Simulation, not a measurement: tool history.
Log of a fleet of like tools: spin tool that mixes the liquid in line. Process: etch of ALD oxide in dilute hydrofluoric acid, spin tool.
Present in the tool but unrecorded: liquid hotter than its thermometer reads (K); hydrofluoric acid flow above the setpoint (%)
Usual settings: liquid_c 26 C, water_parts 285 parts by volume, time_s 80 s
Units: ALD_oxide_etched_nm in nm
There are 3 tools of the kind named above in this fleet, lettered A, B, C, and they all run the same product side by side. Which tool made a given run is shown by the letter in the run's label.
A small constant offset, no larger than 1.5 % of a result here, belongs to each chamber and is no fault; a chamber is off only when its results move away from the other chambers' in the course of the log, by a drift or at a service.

run   hour  liquid_c  water_parts  time_s  hours since the thermometer was replaced  hours since the hydrofluoric acid flow meter was replaced  read-back film thickness of the ALD oxide reference wafer, read on the same gauge (nm)  ALD_oxide_etched_nm
 1C    6.1        26          285      80                                    1664.0                                                      744.7                                                                                  50.013               4.0014
 2A   15.9        26          285      80                                     636.2                                                      118.5                                                                                  49.956               3.9279
 3B   25.1        26          285      80                                     429.3                                                      190.0                                                                                  49.987               3.9398
 4A   30.1        26          285      80                                     650.4                                                      132.7                                                                                  49.995               3.9743
 5C   35.8        26          285      80                                    1693.7                                                      774.4                                                                                  49.969               4.0193
 6B   41.8        26          285      80                                     446.0                                                      206.7                                                                                  49.993               3.8926
 7B   46.6        26          285      80                                     450.8                                                      211.5                                                                                  49.994               3.9076
 8A   54.7        26          285      80                                     675.0                                                      157.3                                                                                  50.008               3.9420
 9C   60.6        26          285      80                                    1718.5                                                      799.2                                                                                  50.001               3.9765
10C   67.7        26          285      80                                    1725.6                                                      806.3                                                                                  49.985               3.9925
11B   77.2        24          285      80                                     481.4                                                      242.1                                                                                  49.952               3.6768
12A   84.7        24          285      80                                     705.0                                                      187.3                                                                                  50.014               3.7025
13C   94.9        24          285      80                                    1752.8                                                      833.5                                                                                  50.007               3.6981
      96.7  -- chamber C: hydrofluoric acid flow meter replaced
14B  104.4        26          285      80                                     508.6                                                      269.3                                                                                  49.979               4.0260
15A  114.2        26          285      80                                     734.5                                                      216.8                                                                                  50.024               3.9946
16C  124.1        26          285      80                                    1782.0                                                       27.4                                                                                  49.999               4.0157
17A  132.0        26          380      80                                     752.3                                                      234.6                                                                                  49.990               2.6880
18B  137.4        26          380      80                                     541.6                                                      302.3                                                                                  50.009               2.7920
19A  144.1        26          380      80                                     764.4                                                      246.7                                                                                  49.990               2.7016
20B  148.9        26          285      80                                     553.1                                                      313.8                                                                                  50.024               4.0900
21C  155.7        26          285      80                                    1813.6                                                       59.0                                                                                  49.984               3.9344
22A  161.4        26          285      80                                     781.7                                                      264.0                                                                                  49.976               3.9850
23C  171.6        26          285      80                                    1829.5                                                       74.9                                                                                  49.995               3.9416
24B  176.7        26          285      80                                     580.9                                                      341.6                                                                                  49.986               4.1395

Is one chamber out of step, is the gauge drifting, or do the chambers differ by no more than their own small offsets? For an off chamber, give its letter and the likeliest cause.

Chamber B drifts away from the others.
Cause: liquid hotter than its thermometer reads (K) = 2.12.
It could be hard to tell apart here from: hydrofluoric acid flow above the setpoint (%).

Which of the 4 candidates below, each the usual settings with something changed and its results left as question marks, puts chamber B back in line with what the other chambers give on the usual settings?
In line here means within this much of the mean the other chambers give on the usual settings: ALD_oxide_etched_nm 0.1100 nm
25B-1  184.4        26          295      75                                                                                                                                                                                                                 ?
25B-2  184.4        26          270      80                                                                                                                                                                                                                 ?
25B-3  184.4        26          300      80                                                                                                                                                                                                                 ?
25B-4  184.4        26          260      80                                                                                                                                                                                                                 ?

The other chambers' mean on the usual settings: ALD_oxide_etched_nm 3.9626 nm
  run  ALD_oxide_etched_nm
25B-1               3.7819
25B-2               4.5321
25B-3               3.9452
25B-4               4.7603
The answer is 25B-3, which returns the chamber to within the allowed miss of the others.
